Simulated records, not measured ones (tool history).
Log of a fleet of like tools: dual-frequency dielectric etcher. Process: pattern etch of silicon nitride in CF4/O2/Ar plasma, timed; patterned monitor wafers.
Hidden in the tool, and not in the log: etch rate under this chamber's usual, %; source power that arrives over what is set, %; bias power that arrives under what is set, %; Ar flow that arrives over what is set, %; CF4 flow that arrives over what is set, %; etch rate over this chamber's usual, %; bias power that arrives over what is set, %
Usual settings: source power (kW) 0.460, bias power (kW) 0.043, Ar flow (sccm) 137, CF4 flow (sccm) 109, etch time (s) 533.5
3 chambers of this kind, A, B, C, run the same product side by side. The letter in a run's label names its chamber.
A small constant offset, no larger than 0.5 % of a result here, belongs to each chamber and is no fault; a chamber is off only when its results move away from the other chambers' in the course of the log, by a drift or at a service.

run	hour	source power (kW)	bias power (kW)	Ar flow (sccm)	CF4 flow (sccm)	etch time (s)	hours since the last wet clean	hours since the last source power generator calibration	hours since the last bias power generator calibration	hours since the last Ar flow controller change	hours since the last CF4 flow controller change	read-back reference wafer on the same gauge, depth_nm	mean etch depth across the wafer (Å)
1A	6.1	0.460	0.043	137	109	533.5	112.4	906.6	3954.8	2344.6	2850.2	996.10	8626.7
2B	13.5	0.460	0.043	137	109	533.5	88.0	232.3	2763.8	3754.9	1120.0	996.78	8649.6
3C	21.7	0.460	0.043	137	109	533.5	413.8	3284.7	1640.4	3572.4	1784.7	995.62	8619.6
4C	28.4	0.460	0.043	137	109	533.5	420.5	3291.4	1647.1	3579.1	1791.4	996.03	8661.8
5A	33.1	0.460	0.043	137	109	533.5	139.4	933.6	3981.8	2371.6	2877.2	995.57	8639.2
6B	39.1	0.460	0.043	137	121	419.0	113.6	257.9	2789.4	3780.5	1145.6	995.73	6911.6
7A	46.7	0.460	0.043	137	121	419.0	153.0	947.2	3995.4	2385.2	2890.8	995.64	6891.0
8B	51.2	0.460	0.043	137	121	419.0	125.7	270.0	2801.5	3792.6	1157.7	996.26	6902.7
9C	60.5	0.460	0.043	137	109	533.5	452.6	3323.5	1679.2	3611.2	1823.5	996.29	8642.8
10A	68.8	0.460	0.043	137	91	388.5	175.1	969.3	4017.5	2407.3	2912.9	996.11	6133.2
11B	74.0	0.460	0.043	137	91	388.5	148.5	292.8	2824.3	3815.4	1180.5	995.88	6147.8
12C	80.1	0.460	0.043	137	91	388.5	472.2	3343.1	1698.8	3630.8	1843.1	995.86	6141.7
# hour 83.0: chamber A: bias power generator calibrated
13C	85.2	0.460	0.043	137	109	533.5	477.3	3348.2	1703.9	3635.9	1848.2	995.99	8637.2
14B	93.3	0.460	0.043	137	109	533.5	167.8	312.1	2843.6	3834.7	1199.8	995.69	8668.8
15A	99.4	0.460	0.043	137	109	533.5	205.7	999.9	16.5	2437.9	2943.5	995.85	8500.3
16C	104.3	0.460	0.043	137	109	422.0	496.4	3367.3	1723.0	3655.0	1867.3	995.81	6824.5
17B	109.4	0.460	0.043	137	109	422.0	183.9	328.2	2859.7	3850.8	1215.9	995.56	6858.7
18A	115.7	0.460	0.043	137	109	422.0	222.0	1016.2	32.8	2454.2	2959.8	995.98	6729.7
19B	123.5	0.460	0.043	115	109	533.5	198.0	342.3	2873.8	3864.9	1230.0	996.07	8879.2
20C	129.8	0.460	0.043	115	109	533.5	521.9	3392.8	1748.5	3680.5	1892.8	996.39	8840.8
21A	138.9	0.460	0.043	115	109	533.5	245.2	1039.4	56.0	2477.4	2983.0	995.72	8723.7
22C	145.9	0.460	0.043	137	109	533.5	538.0	3408.9	1764.6	3696.6	1908.9	995.65	8644.7
23B	150.6	0.460	0.043	137	109	533.5	225.1	369.4	2900.9	3892.0	1257.1	996.13	8690.6
24A	157.2	0.460	0.043	137	109	533.5	263.5	1057.7	74.3	2495.7	3001.3	996.52	8489.4
25B	163.2	0.460	0.043	137	109	533.5	237.7	382.0	2913.5	3904.6	1269.7	995.67	8672.9
26A	171.3	0.460	0.049	137	135	533.5	277.6	1071.8	88.4	2509.8	3015.4	995.66	9188.5
# hour 177.6: chamber C: bias power generator calibrated
27C	180.2	0.460	0.049	137	135	533.5	572.3	3443.2	2.7	3730.9	1943.2	996.31	9301.9
28B	184.7	0.460	0.049	137	135	533.5	259.2	403.5	2935.0	3926.1	1291.2	995.94	9391.6
29A	191.5	0.370	0.043	137	96	533.5	297.8	1092.0	108.6	2530.0	3035.6	996.12	6948.6
# hour 195.7: chamber C: wet clean of the chamber
30C	198.3	0.370	0.043	137	96	533.5	2.6	3461.3	20.8	3749.0	1961.3	995.61	7039.5
31A	202.7	0.370	0.043	137	96	533.5	309.0	1103.2	119.8	2541.2	3046.8	995.93	6914.6
32B	212.1	0.460	0.043	137	109	533.5	286.6	430.9	2962.4	3953.5	1318.6	995.69	8673.8
33C	217.0	0.460	0.043	137	109	533.5	21.3	3480.0	39.5	3767.7	1980.0	996.41	8626.8
34B	225.4	0.460	0.043	137	109	533.5	299.9	444.2	2975.7	3966.8	1331.9	995.93	8666.7
35A	233.4	0.460	0.043	137	83	533.5	339.7	1133.9	150.5	2571.9	3077.5	995.92	8193.2
36C	241.8	0.460	0.043	137	83	533.5	46.1	3504.8	64.3	3792.5	2004.8	995.83	8296.3
37B	246.2	0.460	0.043	137	83	533.5	320.7	465.0	2996.5	3987.6	1352.7	995.84	8357.0
38A	254.1	0.460	0.043	168	109	533.5	360.4	1154.6	171.2	2592.6	3098.2	995.49	8267.9
39C	261.7	0.460	0.043	168	109	533.5	66.0	3524.7	84.2	3812.4	2024.7	995.78	8390.1

Next, all 3 chambers run the settings below, one line each with question marks for the results. What does each chamber give?
40A	268.4	0.460	0.043	137	109	533.5							?
40B	268.4	0.460	0.043	137	109	533.5							?
40C	268.4	0.460	0.043	137	109	533.5							?

run	mean etch depth across the wafer (Å)
40A	8525.4
40B	8714.7
40C	8601.9
